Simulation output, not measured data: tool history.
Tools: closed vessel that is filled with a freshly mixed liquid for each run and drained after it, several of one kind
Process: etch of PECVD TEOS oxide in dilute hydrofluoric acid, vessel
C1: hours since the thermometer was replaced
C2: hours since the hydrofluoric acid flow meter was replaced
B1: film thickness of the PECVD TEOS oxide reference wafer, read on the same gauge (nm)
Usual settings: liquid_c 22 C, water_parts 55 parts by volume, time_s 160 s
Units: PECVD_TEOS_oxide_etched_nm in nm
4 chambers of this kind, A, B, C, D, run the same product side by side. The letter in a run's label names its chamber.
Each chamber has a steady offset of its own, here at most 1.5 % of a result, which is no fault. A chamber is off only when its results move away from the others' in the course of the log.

Run 1C, hour 3.5: usual settings; C1 370.8; C2 435.6; B1 109.99. Result: PECVD_TEOS_oxide_etched_nm 26.877 nm.
Run 2A, hour 10.5: usual settings; C1 141.8; C2 881.7; B1 110.01. Result: PECVD_TEOS_oxide_etched_nm 26.773 nm.
Run 3D, hour 15: usual settings; C1 2188.4; C2 2235.2; B1 110. Result: PECVD_TEOS_oxide_etched_nm 26.894 nm.
Run 4B, hour 21: usual settings; C1 940.3; C2 308.8; B1 110. Result: PECVD_TEOS_oxide_etched_nm 26.883 nm.
Run 5B, hour 28.5: usual settings; C1 947.8; C2 316.3; B1 110.01. Result: PECVD_TEOS_oxide_etched_nm 27.131 nm.
Run 6D, hour 36.5: usual settings; C1 2209.9; C2 2256.7; B1 110. Result: PECVD_TEOS_oxide_etched_nm 26.942 nm.
Run 7A, hour 41.7: usual settings; C1 173; C2 912.9; B1 110.01. Result: PECVD_TEOS_oxide_etched_nm 26.715 nm.
Run 8C, hour 47.2: usual settings; C1 414.5; C2 479.3; B1 109.98. Result: PECVD_TEOS_oxide_etched_nm 27.006 nm.
Run 9D, hour 54.1: usual settings but liquid_c 24 C, time_s 100 s; C1 2227.5; C2 2274.3; B1 110.01. Result: PECVD_TEOS_oxide_etched_nm 18.305 nm.
Run 10C, hour 58.7: usual settings but liquid_c 24 C, time_s 100 s; C1 426; C2 490.8; B1 109.98. Result: PECVD_TEOS_oxide_etched_nm 18.199 nm.
Run 11A, hour 64: usual settings but liquid_c 24 C, time_s 100 s; C1 195.3; C2 935.2; B1 110. Result: PECVD_TEOS_oxide_etched_nm 18.156 nm.
Run 12B, hour 68.1: usual settings but liquid_c 24 C, time_s 100 s; C1 987.4; C2 355.9; B1 110.02. Result: PECVD_TEOS_oxide_etched_nm 18.217 nm.
Run 13D, hour 75.1: usual settings but water_parts 30 parts by volume; C1 2248.5; C2 2295.3; B1 109.99. Result: PECVD_TEOS_oxide_etched_nm 50.8 nm.
Run 14A, hour 80.8: usual settings but water_parts 30 parts by volume; C1 212.1; C2 952; B1 110.02. Result: PECVD_TEOS_oxide_etched_nm 51.795 nm.
Run 15B, hour 85.8: usual settings but water_parts 30 parts by volume; C1 1005.1; C2 373.6; B1 110. Result: PECVD_TEOS_oxide_etched_nm 51.835 nm.
Run 16C, hour 92.9: usual settings but water_parts 30 parts by volume; C1 460.2; C2 525; B1 110.01. Result: PECVD_TEOS_oxide_etched_nm 49.457 nm.
Run 17C, hour 99.7: usual settings; C1 467; C2 531.8; B1 109.97. Result: PECVD_TEOS_oxide_etched_nm 26.412 nm.
Run 18A, hour 103.1: usual settings; C1 234.4; C2 974.3; B1 109.97. Result: PECVD_TEOS_oxide_etched_nm 26.897 nm.
Run 19D, hour 110.9: usual settings; C1 2284.3; C2 2331.1; B1 109.99. Result: PECVD_TEOS_oxide_etched_nm 26.967 nm.
Run 20B, hour 115.9: usual settings; C1 1035.2; C2 403.7; B1 110.01. Result: PECVD_TEOS_oxide_etched_nm 26.864 nm.
Run 21D, hour 121.9: usual settings; C1 2295.3; C2 2342.1; B1 110.01. Result: PECVD_TEOS_oxide_etched_nm 27.129 nm.
Run 22A, hour 126.1: usual settings; C1 257.4; C2 997.3; B1 109.97. Result: PECVD_TEOS_oxide_etched_nm 26.98 nm.
Run 23C, hour 133.1: usual settings; C1 500.4; C2 565.2; B1 110.04. Result: PECVD_TEOS_oxide_etched_nm 26.422 nm.
Run 24B, hour 137.4: usual settings; C1 1056.7; C2 425.2; B1 110.04. Result: PECVD_TEOS_oxide_etched_nm 27.047 nm.
Run 25A, hour 144.9: usual settings; C1 276.2; C2 1016.1; B1 110.02. Result: PECVD_TEOS_oxide_etched_nm 27.072 nm.
Run 26B, hour 151.3: usual settings; C1 1070.6; C2 439.1; B1 110.01. Result: PECVD_TEOS_oxide_etched_nm 26.906 nm.
Run 27C, hour 157.8: usual settings but liquid_c 20.5 C, time_s 190 s; C1 525.1; C2 589.9; B1 110.02. Result: PECVD_TEOS_oxide_etched_nm 29.413 nm.
Run 28D, hour 162.5: usual settings but liquid_c 20.5 C, time_s 190 s; C1 2335.9; C2 2382.7; B1 110.03. Result: PECVD_TEOS_oxide_etched_nm 29.961 nm.
Run 29C, hour 168.6: usual settings but liquid_c 20.5 C, time_s 190 s; C1 535.9; C2 600.7; B1 109.99. Result: PECVD_TEOS_oxide_etched_nm 29.2 nm.
Run 30D, hour 176.1: usual settings but liquid_c 20.5 C, time_s 190 s; C1 2349.5; C2 2396.3; B1 109.98. Result: PECVD_TEOS_oxide_etched_nm 29.903 nm.
Run 31B, hour 180.5: usual settings; C1 1099.8; C2 468.3; B1 110. Result: PECVD_TEOS_oxide_etched_nm 27.039 nm.
Run 32A, hour 186.9: usual settings; C1 318.2; C2 1058.1; B1 109.99. Result: PECVD_TEOS_oxide_etched_nm 26.744 nm.
Run 33B, hour 191.9: usual settings; C1 1111.2; C2 479.7; B1 110. Result: PECVD_TEOS_oxide_etched_nm 26.875 nm.
Run 34D, hour 198.9: usual settings but liquid_c 18.5 C; C1 2372.3; C2 2419.1; B1 110. Result: PECVD_TEOS_oxide_etched_nm 23.241 nm.
Run 35C, hour 203.2: usual settings but liquid_c 18.5 C; C1 570.5; C2 635.3; B1 109.99. Result: PECVD_TEOS_oxide_etched_nm 22.374 nm.
Run 36A, hour 206.8: usual settings but liquid_c 18.5 C; C1 338.1; C2 1078; B1 109.97. Result: PECVD_TEOS_oxide_etched_nm 23.411 nm.

Next, every chamber runs the same settings. What will each give?
Run 37A, hour 212.5: usual settings but liquid_c 19 C. Result: PECVD_TEOS_oxide_etched_nm ?.
Run 37B, hour 212.5: usual settings but liquid_c 19 C. Result: PECVD_TEOS_oxide_etched_nm ?.
Run 37C, hour 212.5: usual settings but liquid_c 19 C. Result: PECVD_TEOS_oxide_etched_nm ?.
Run 37D, hour 212.5: usual settings but liquid_c 19 C. Result: PECVD_TEOS_oxide_etched_nm ?.

run  PECVD_TEOS_oxide_etched_nm
37A                       23.81
37B                       23.81
37C                      22.751
37D                      23.716
